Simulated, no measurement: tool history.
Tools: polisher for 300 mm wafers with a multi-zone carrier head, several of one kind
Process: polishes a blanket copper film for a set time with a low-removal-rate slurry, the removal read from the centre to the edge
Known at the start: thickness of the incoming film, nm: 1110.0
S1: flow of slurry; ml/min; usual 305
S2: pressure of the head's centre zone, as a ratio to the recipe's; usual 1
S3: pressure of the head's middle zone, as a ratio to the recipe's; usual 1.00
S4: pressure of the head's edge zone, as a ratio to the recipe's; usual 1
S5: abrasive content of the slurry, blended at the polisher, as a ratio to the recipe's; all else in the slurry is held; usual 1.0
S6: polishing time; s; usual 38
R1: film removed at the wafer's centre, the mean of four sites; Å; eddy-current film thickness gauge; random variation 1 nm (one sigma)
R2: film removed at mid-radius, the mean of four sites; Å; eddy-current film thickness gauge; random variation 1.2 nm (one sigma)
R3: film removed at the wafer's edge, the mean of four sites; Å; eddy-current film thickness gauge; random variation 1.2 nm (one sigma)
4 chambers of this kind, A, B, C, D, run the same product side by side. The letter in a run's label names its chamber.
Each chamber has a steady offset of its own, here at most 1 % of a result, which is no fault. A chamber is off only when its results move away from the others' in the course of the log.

run,hour,S1,S2,S3,S4,S5,S6,R1,R2,R3
# hour 3.9: chamber B: worn pad replaced by a new one
1B,7.9,305,1,1.00,1,1.0,38,942.84,948.99,962.06
2D,14.8,305,1,1.00,1,1.0,38,956.06,952.41,958.65
3C,21.9,305,1,1.00,1,1.0,38,958.28,955.39,961.09
4A,30.0,305,1,1.00,1,1.0,38,959.56,967.64,954.19
# hour 31.0: chamber A: worn pad replaced by a new one
# hour 31.1: chamber D: worn pad replaced by a new one
5A,33.9,305,1,1.00,1,1.0,38,953.58,943.98,958.53
6D,37.7,305,1,1.00,1,1.0,38,953.21,946.20,960.81
7B,45.7,305,1,1.09,1,1.0,33,822.85,912.70,799.94
8C,52.0,305,1,1.09,1,1.0,33,841.58,896.91,833.24
# hour 55.4: chamber D: centre zone pressure recalibrated
9A,60.4,305,1,1.09,1,1.0,33,819.58,867.99,821.31
# hour 63.1: chamber B: worn pad replaced by a new one
# hour 63.4: chamber C: worn pad replaced by a new one
10D,64.2,305,1,1.09,1,1.0,33,818.51,875.84,823.97
# hour 66.1: chamber A: centre zone pressure recalibrated
11C,70.9,305,1,1.00,1,1.0,38,948.21,946.36,977.92
# hour 74.0: chamber D: worn pad replaced by a new one
12B,76.3,305,1,1.00,1,1.0,38,957.37,952.95,958.62
13C,83.7,305,1,1.00,1,1.0,50,1248.40,1257.10,1264.40
14D,91.5,305,1,1.00,1,1.0,50,1262.00,1254.90,1267.30
15B,99.9,305,1,1.00,1,1.0,50,1214.60,1240.00,1254.70
# hour 100.5: chamber B: centre zone pressure recalibrated
16A,105.6,305,1,1.00,1,1.0,50,1166.40,1239.50,1249.90
# hour 109.1: chamber A: worn pad replaced by a new one
17D,109.5,305,1,1.00,1,1.1,38,963.39,990.52,986.02
18C,113.9,305,1,1.00,1,1.1,38,962.23,953.38,962.79
# hour 116.2: chamber B: worn pad replaced by a new one
# hour 117.5: chamber D: worn pad replaced by a new one
19B,118.7,305,1,1.00,1,1.1,38,956.92,979.97,967.17
20A,124.1,305,1,1.00,1,1.1,38,904.33,963.85,967.55
# hour 126.0: chamber C: worn pad replaced by a new one
21C,131.0,210,1,0.93,1,1.0,38,919.51,851.32,920.29
22B,135.9,210,1,0.93,1,1.0,38,905.02,876.59,904.46
23D,143.3,210,1,0.93,1,1.0,38,882.49,858.81,933.16
24A,147.3,210,1,0.93,1,1.0,38,828.62,852.69,925.22
25A,152.8,305,1,1.00,1,1.0,38,887.74,947.30,942.38
26B,160.9,305,1,1.00,1,1.0,38,944.44,963.88,964.81
27C,165.9,305,1,1.00,1,1.0,38,938.53,946.22,945.69
# hour 166.4: chamber D: worn pad replaced by a new one
28D,170.8,305,1,1.00,1,1.0,38,948.06,936.52,951.34
# hour 171.2: chamber A: worn pad replaced by a new one
# hour 172.5: chamber B: worn pad replaced by a new one
# hour 177.3: chamber C: worn pad replaced by a new one
29D,178.5,305,1,1.00,1,1.0,38,936.11,938.36,960.53
30B,184.0,305,1,1.00,1,1.0,38,937.91,973.60,948.99
31C,191.3,305,1,1.00,1,1.0,38,956.67,928.52,949.21
32A,199.8,305,1,1.00,1,1.0,38,889.82,958.31,940.34

Is one chamber off against the others, does the gauge drift, or is nothing wrong? If a chamber is off, say which, and what the likeliest cause is.

A service left chamber A off against the others.
Cause: centre zone's pressure below its setpoint, % = 6.19.

Here are 4 candidates for chamber A's next run, each the usual settings with a change, their results left as question marks. Which one brings its results back in line with what the others give on the usual settings?
In line means no further than this from the other chambers' mean on the usual settings: R1 36.00 Å; R2 41.00 Å; R3 41.00 Å
33A-1,206.0,300,0.95,1.00,1.02,1.0,38,?,?,?
33A-2,206.0,295,0.89,1.00,1.05,1.0,38,?,?,?
33A-3,206.0,310,1.05,1.00,0.98,1.0,38,?,?,?
33A-4,206.0,315,1.12,0.99,0.95,1.0,38,?,?,?

The other chambers' mean on the usual settings: R1 946.11 Å; R2 948.81 Å; R3 949.40 Å
run,R1,R2,R3
33A-1,830.94,947.78,961.07
33A-2,770.43,946.47,974.62
33A-3,932.66,950.32,943.59
33A-4,1003.40,942.67,929.93
33A-3 brings the chamber back in line.

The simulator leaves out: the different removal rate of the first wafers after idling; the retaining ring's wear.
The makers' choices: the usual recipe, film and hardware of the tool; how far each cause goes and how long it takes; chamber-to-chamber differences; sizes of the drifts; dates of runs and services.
